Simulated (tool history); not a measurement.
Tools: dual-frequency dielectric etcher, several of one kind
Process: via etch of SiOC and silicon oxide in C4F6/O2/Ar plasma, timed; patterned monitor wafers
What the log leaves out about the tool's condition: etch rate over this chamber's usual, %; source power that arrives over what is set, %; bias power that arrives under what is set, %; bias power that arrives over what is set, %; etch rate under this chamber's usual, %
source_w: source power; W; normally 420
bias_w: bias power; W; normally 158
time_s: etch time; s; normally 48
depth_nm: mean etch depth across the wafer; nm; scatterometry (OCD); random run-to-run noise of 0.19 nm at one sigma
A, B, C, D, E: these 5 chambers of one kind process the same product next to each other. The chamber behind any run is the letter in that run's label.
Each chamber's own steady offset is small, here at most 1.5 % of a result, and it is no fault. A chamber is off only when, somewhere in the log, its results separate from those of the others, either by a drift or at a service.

run	hour	source_w	bias_w	time_s	hours since the last wet clean	hours since the last source power generator calibration	hours since the last bias power generator calibration	read-back reference wafer on the same gauge, depth_nm	depth_nm
1C	10.4	420	158	48	277.3	1213.8	233.3	54.683	52.785
2E	16.5	420	158	48	81.8	960.0	486.9	54.723	52.830
3A	29.5	420	158	48	504.6	2247.5	1752.4	54.689	53.012
4D	37.3	420	158	48	142.2	965.6	1568.3	54.733	53.737
5B	46.6	420	158	48	301.1	312.6	2129.1	54.724	53.152
# hour 49.3: chamber A: wet clean of the chamber
6D	55.5	420	158	48	160.4	983.8	1586.5	54.646	53.300
7C	66.8	420	158	48	333.7	1270.2	289.7	54.731	52.246
8A	75.6	420	158	48	26.4	2293.6	1798.5	54.659	52.793
9B	81.8	420	158	48	336.3	347.8	2164.3	54.733	52.938
10E	89.2	420	158	48	154.5	1032.7	559.6	54.765	52.702
11E	99.4	420	158	48	164.7	1042.9	569.8	54.686	52.558
12C	107.1	420	188	43	374.0	1310.5	330.0	54.677	49.960
13A	113.2	420	188	43	64.0	2331.2	1836.1	54.719	49.958
14B	126.0	420	188	43	380.5	392.0	2208.5	54.689	50.452
15D	133.6	420	188	43	238.5	1061.9	1664.6	54.684	50.394
16E	139.6	420	188	43	204.9	1083.1	610.0	54.745	49.659
# hour 141.7: chamber C: wet clean of the chamber
17C	151.5	420	158	48	9.9	1354.9	374.4	54.713	50.382
18B	164.3	420	158	48	418.8	430.3	2246.8	54.691	52.862
19A	177.7	420	158	48	128.5	2395.7	1900.6	54.681	52.943
20D	187.9	420	158	48	292.8	1116.2	1718.9	54.701	53.400
21C	196.5	420	158	48	54.9	1399.9	419.4	54.715	50.388
22A	208.8	420	158	48	159.6	2426.8	1931.7	54.706	53.202
23B	220.4	420	158	48	474.9	486.4	2302.9	54.684	53.371
# hour 226.7: chamber B: wet clean of the chamber
24E	232.9	420	158	48	298.2	1176.4	703.3	54.688	52.867
# hour 234.4: chamber B: bias power generator calibrated
25D	243.1	420	158	48	348.0	1171.4	1774.1	54.666	53.247
26C	250.1	420	158	48	108.5	1453.5	473.0	54.659	50.318
27E	259.2	460	158	48	324.5	1202.7	729.6	54.691	54.965
28B	271.3	460	158	48	44.6	537.3	36.9	54.676	54.767
29D	280.2	460	158	48	385.1	1208.5	1811.2	54.654	55.113
30A	288.4	460	158	48	239.2	2506.4	2011.3	54.755	54.920
31D	301.5	460	158	48	406.4	1229.8	1832.5	54.709	55.281
32B	314.9	420	158	48	88.2	580.9	80.5	54.693	53.185

Is one chamber off against the others, does the gauge drift, or is nothing wrong? If a chamber is off, say which, and what the likeliest cause is.

After it was serviced, chamber C no longer matches the other chambers.
Cause: etch rate under this chamber's usual, % = 4.6.

Below are 4 candidate recipes for chamber C's next run, each the usual settings with a change, their results shown as question marks. Which of them brings C's results back in line with what the other chambers give on the usual settings?
Allowed miss from the other chambers' usual-settings mean, per result, to count as in line: depth_nm 0.660 nm
33C-1	324.6	370	158	48.0					?
33C-2	324.6	420	160	50.5					?
33C-3	324.6	420	158	49.5					?
33C-4	324.6	420	158	46.5					?

What the other chambers average on the usual settings: depth_nm 53.025 nm
run	depth_nm
33C-1	47.844
33C-2	53.115
33C-3	51.862
33C-4	48.719
Change 33C-2 lands the chamber within the allowed miss of the other chambers.
